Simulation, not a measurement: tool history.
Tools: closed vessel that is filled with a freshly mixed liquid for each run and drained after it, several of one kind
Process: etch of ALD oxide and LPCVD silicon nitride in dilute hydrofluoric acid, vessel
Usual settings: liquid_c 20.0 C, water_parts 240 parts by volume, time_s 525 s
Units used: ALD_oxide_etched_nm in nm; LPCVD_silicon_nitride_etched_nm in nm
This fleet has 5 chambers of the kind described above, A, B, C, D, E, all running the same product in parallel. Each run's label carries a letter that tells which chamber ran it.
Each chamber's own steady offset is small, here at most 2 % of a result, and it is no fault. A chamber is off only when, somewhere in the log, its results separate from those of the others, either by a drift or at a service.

run	hour	liquid_c	water_parts	time_s	hours since the thermometer was replaced	hours since the hydrofluoric acid flow meter was replaced	read-back film thickness of the ALD oxide reference wafer, read on the same gauge (nm)	read-back film thickness of the LPCVD silicon nitride reference wafer, read on the same gauge (nm)	ALD_oxide_etched_nm	LPCVD_silicon_nitride_etched_nm
1A	3.9	20.0	240	525	2081.9	1084.0	139.99	30.036	18.399	0.74180
2D	6.5	20.0	240	525	1510.5	914.2	140.01	29.972	18.378	0.65508
3E	9.8	20.0	240	525	414.1	115.2	140.00	30.006	18.277	0.68360
4B	14.3	20.0	240	525	1650.7	379.9	140.00	29.931	18.824	0.70360
5C	18.0	20.0	240	525	1221.6	74.1	140.00	29.958	18.202	0.70526
6B	20.5	20.0	240	525	1656.9	386.1	139.99	30.007	18.515	0.64004
7D	24.6	20.0	240	525	1528.6	932.3	139.99	30.010	18.476	0.66388
8E	29.2	20.0	240	525	433.5	134.6	140.00	29.992	18.253	0.69750
9A	33.6	20.0	240	525	2111.6	1113.7	140.01	30.002	18.246	0.70714
10C	36.1	20.0	240	525	1239.7	92.2	140.02	29.982	18.446	0.62130
11D	38.7	17.0	240	650	1542.7	946.4	140.00	29.971	20.293	0.71471
12B	42.0	17.0	240	650	1678.4	407.6	140.01	29.998	20.402	0.70071
13A	44.3	17.0	240	650	2122.3	1124.4	139.99	29.989	20.157	0.67764
14C	49.5	17.0	240	650	1253.1	105.6	140.00	29.998	20.239	0.71650
15E	52.2	17.0	240	650	456.5	157.6	139.99	30.005	20.335	0.70298
16A	56.1	20.0	240	525	2134.1	1136.2	140.00	29.999	18.444	0.68168
17D	59.4	20.0	240	525	1563.4	967.1	139.98	30.032	18.348	0.71952
18B	62.5	21.5	240	650	1698.9	428.1	140.00	30.034	24.321	0.89534
19C	66.9	21.5	240	650	1270.5	123.0	140.00	30.026	23.924	0.93800
20E	70.9	21.5	240	650	475.2	176.3	139.99	30.050	24.019	0.90987
21A	74.4	21.5	240	650	2152.4	1154.5	140.01	30.015	24.233	0.94562
22C	79.0	21.5	240	650	1282.6	135.1	140.00	30.042	24.035	0.90265
23E	83.9	20.0	240	525	488.2	189.3	140.01	30.010	18.107	0.70401
24B	87.2	20.0	240	525	1723.6	452.8	140.00	29.978	18.815	0.67575
25D	90.8	20.0	240	525	1594.8	998.5	139.99	29.981	18.314	0.70817
26B	94.9	20.0	240	525	1731.3	460.5	140.02	30.006	18.581	0.69421
27C	99.1	20.0	240	525	1302.7	155.2	140.02	29.966	18.246	0.65461
28D	102.4	20.0	240	525	1606.4	1010.1	139.99	30.044	18.363	0.67267
29A	104.8	20.0	240	525	2182.8	1184.9	140.00	29.970	18.502	0.71099
30E	109.5	20.0	240	525	513.8	214.9	140.00	29.970	18.305	0.71522
31C	111.9	20.0	240	525	1315.5	168.0	140.02	30.028	18.440	0.64413
32B	115.2	20.0	240	525	1751.6	480.8	140.00	30.018	18.690	0.66515
33D	118.9	20.0	240	525	1622.9	1026.6	140.00	30.050	18.350	0.71089
34A	122.1	20.0	240	525	2200.1	1202.2	140.01	30.015	18.348	0.66761
35E	124.6	20.0	240	525	528.9	230.0	139.99	29.998	18.162	0.69277

Next, all 5 chambers run the settings below, one line each with question marks for the results. What does each chamber give?
36A	128.3	20.0	240	525					?	?
36B	128.3	20.0	240	525					?	?
36C	128.3	20.0	240	525					?	?
36D	128.3	20.0	240	525					?	?
36E	128.3	20.0	240	525					?	?

run	ALD_oxide_etched_nm	LPCVD_silicon_nitride_etched_nm
36A	18.309	0.68622
36B	18.510	0.69162
36C	18.419	0.67105
36D	18.660	0.67080
36E	18.413	0.64534
